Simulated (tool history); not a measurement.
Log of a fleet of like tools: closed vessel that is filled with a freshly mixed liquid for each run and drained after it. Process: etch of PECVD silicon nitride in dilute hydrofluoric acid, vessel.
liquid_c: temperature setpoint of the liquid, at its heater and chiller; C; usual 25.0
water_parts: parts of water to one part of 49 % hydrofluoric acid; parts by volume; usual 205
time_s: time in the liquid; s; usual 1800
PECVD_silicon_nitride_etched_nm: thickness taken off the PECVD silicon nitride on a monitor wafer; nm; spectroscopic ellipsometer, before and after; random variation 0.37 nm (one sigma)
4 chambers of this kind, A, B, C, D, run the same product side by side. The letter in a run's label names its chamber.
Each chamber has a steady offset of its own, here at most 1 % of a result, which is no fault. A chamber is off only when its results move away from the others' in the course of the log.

run,hour,liquid_c,water_parts,time_s,hours since the thermometer was replaced,hours since the hydrofluoric acid flow meter was replaced,"read-back film thickness of the PECVD silicon nitride reference wafer, read on the same gauge (nm)",PECVD_silicon_nitride_etched_nm
1C,3.9,25.0,205,1800,378.3,743.2,60.011,37.688
2A,6.0,25.0,205,1800,535.8,1506.3,59.980,38.251
3B,8.2,25.0,205,1800,1556.4,1149.2,59.991,37.795
4D,10.4,25.0,205,1800,138.3,687.4,59.993,37.731
5A,13.1,25.0,205,1800,542.9,1513.4,60.014,38.133
6C,17.6,25.0,205,1800,392.0,756.9,60.022,37.536
7B,19.8,25.0,205,1800,1568.0,1160.8,60.006,36.894
8D,24.0,25.0,205,1800,151.9,701.0,59.971,36.059
9A,26.7,25.0,285,1225,556.5,1527.0,59.994,18.479
# hour 28.6: chamber D: hydrofluoric acid flow meter replaced
10C,30.3,25.0,285,1225,404.7,769.6,60.001,17.935
11B,32.3,25.0,285,1225,1580.5,1173.3,60.006,18.009
12D,35.0,25.0,285,1225,162.9,6.5,60.003,17.868
13C,39.1,25.0,205,1800,413.5,778.4,59.993,38.209
14A,43.3,25.0,205,1800,573.1,1543.6,60.001,38.017
15D,46.7,25.0,205,1800,174.6,18.2,60.006,37.955
16B,50.7,25.0,205,1800,1598.9,1191.7,59.991,36.371
17A,54.5,25.0,205,1800,584.3,1554.8,59.989,38.128
# hour 55.8: chamber A: hydrofluoric acid flow meter replaced
18D,56.5,25.0,205,1800,184.4,28.0,59.982,38.162
19B,59.7,27.5,205,1800,1607.9,1200.7,59.975,43.422
20C,61.8,27.5,205,1800,436.2,801.1,60.007,44.479
21D,64.5,27.5,205,1800,192.4,36.0,59.995,44.925
22B,68.4,27.5,205,1800,1616.6,1209.4,60.002,42.836
23C,72.7,25.0,205,1800,447.1,812.0,59.995,38.262
24A,75.4,25.0,205,1800,605.2,19.6,60.006,38.172
25D,78.5,25.0,205,1800,206.4,50.0,60.009,39.389
26B,82.1,25.0,205,1800,1630.3,1223.1,60.023,37.111
27A,84.7,25.0,205,1800,614.5,28.9,59.986,37.554
28C,87.1,25.0,205,1800,461.5,826.4,59.983,37.558
29A,91.1,25.0,205,1800,620.9,35.3,60.005,37.929

Is one chamber off against the others, does the gauge drift, or is nothing wrong? If a chamber is off, say which, and what the likeliest cause is.

Chamber D drifts away from the others.
Cause: liquid hotter than its thermometer reads (K) = 1.09.
The log may not tell that from: hydrofluoric acid flow above the setpoint (%).

Here are 4 candidates for chamber D's next run, each the usual settings with a change, their results left as question marks. Which one brings its results back in line with what the others give on the usual settings?
In line means no further than this from the other chambers' mean on the usual settings: PECVD_silicon_nitride_etched_nm 1.300 nm
30D-1,94.3,25.0,215,1700,,,,?
30D-2,94.3,25.0,210,1740,,,,?
30D-3,94.3,25.0,200,1850,,,,?
30D-4,94.3,25.5,205,1970,,,,?

The other chambers' mean on the usual settings: PECVD_silicon_nitride_etched_nm 37.478 nm
run,PECVD_silicon_nitride_etched_nm
30D-1,35.697
30D-2,37.420
30D-3,41.807
30D-4,44.778
30D-2 brings the chamber back in line.

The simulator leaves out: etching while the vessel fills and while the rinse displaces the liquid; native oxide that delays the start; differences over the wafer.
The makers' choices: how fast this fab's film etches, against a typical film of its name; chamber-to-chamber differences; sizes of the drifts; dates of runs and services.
